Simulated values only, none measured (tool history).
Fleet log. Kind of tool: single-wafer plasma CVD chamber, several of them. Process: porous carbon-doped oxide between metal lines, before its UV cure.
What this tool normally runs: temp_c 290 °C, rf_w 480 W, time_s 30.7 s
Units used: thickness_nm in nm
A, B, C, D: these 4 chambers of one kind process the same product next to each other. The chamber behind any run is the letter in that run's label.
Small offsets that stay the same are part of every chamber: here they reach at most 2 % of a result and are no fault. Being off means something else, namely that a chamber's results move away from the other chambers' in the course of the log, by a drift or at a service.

run	hour	temp_c	rf_w	time_s	read-back reference wafer on the same gauge, thickness_nm	thickness_nm
1C	4.5	290	480	30.7	177.88	170.17
2B	9.2	290	480	30.7	177.94	168.38
3A	14.1	290	480	30.7	177.97	169.73
4D	18.8	290	480	30.7	178.05	169.51
5B	24.1	290	480	30.7	178.02	168.66
6A	29.4	290	480	30.7	177.96	169.05
7C	35.2	290	480	30.7	177.9	169.83
8D	37.7	290	480	30.7	178	169.97
9B	40.9	290	480	30.7	177.88	168.39
10D	43.7	290	480	30.7	178.01	170.86
11C	47.1	290	480	30.7	177.96	170.11
12A	50.9	290	480	30.7	177.98	169.01
13A	55.4	290	480	30.7	177.94	169.47
# hour 59.3: chamber D: RF generator calibrated
14B	60.1	290	480	30.7	178	167.89
15D	64.9	290	480	30.7	177.97	170.22
16C	70.3	290	480	30.7	178.01	170.07
17B	74.5	290	480	30.7	177.96	167.74
18C	79.4	290	480	30.7	178.12	170.34
19D	83.1	290	480	30.7	177.97	170.88
20A	86.8	290	480	30.7	177.98	170.21
21D	92.3	290	480	30.7	178.02	170.01
22C	97.8	290	480	30.7	178	169.94
23A	102.7	290	480	30.7	177.96	169.36
24B	106.7	290	480	30.7	177.89	167.86
25A	111.5	290	480	30.7	178.07	169.78
26C	116.9	290	480	30.7	178.01	169.66

All 4 chambers run these settings next. Forecast each chamber's results:
27A	121	290	480	26		?
27B	121	290	480	26		?
27C	121	290	480	26		?
27D	121	290	480	26		?

run	thickness_nm
27A	144.12
27B	143.3
27C	145.17
27D	144.68

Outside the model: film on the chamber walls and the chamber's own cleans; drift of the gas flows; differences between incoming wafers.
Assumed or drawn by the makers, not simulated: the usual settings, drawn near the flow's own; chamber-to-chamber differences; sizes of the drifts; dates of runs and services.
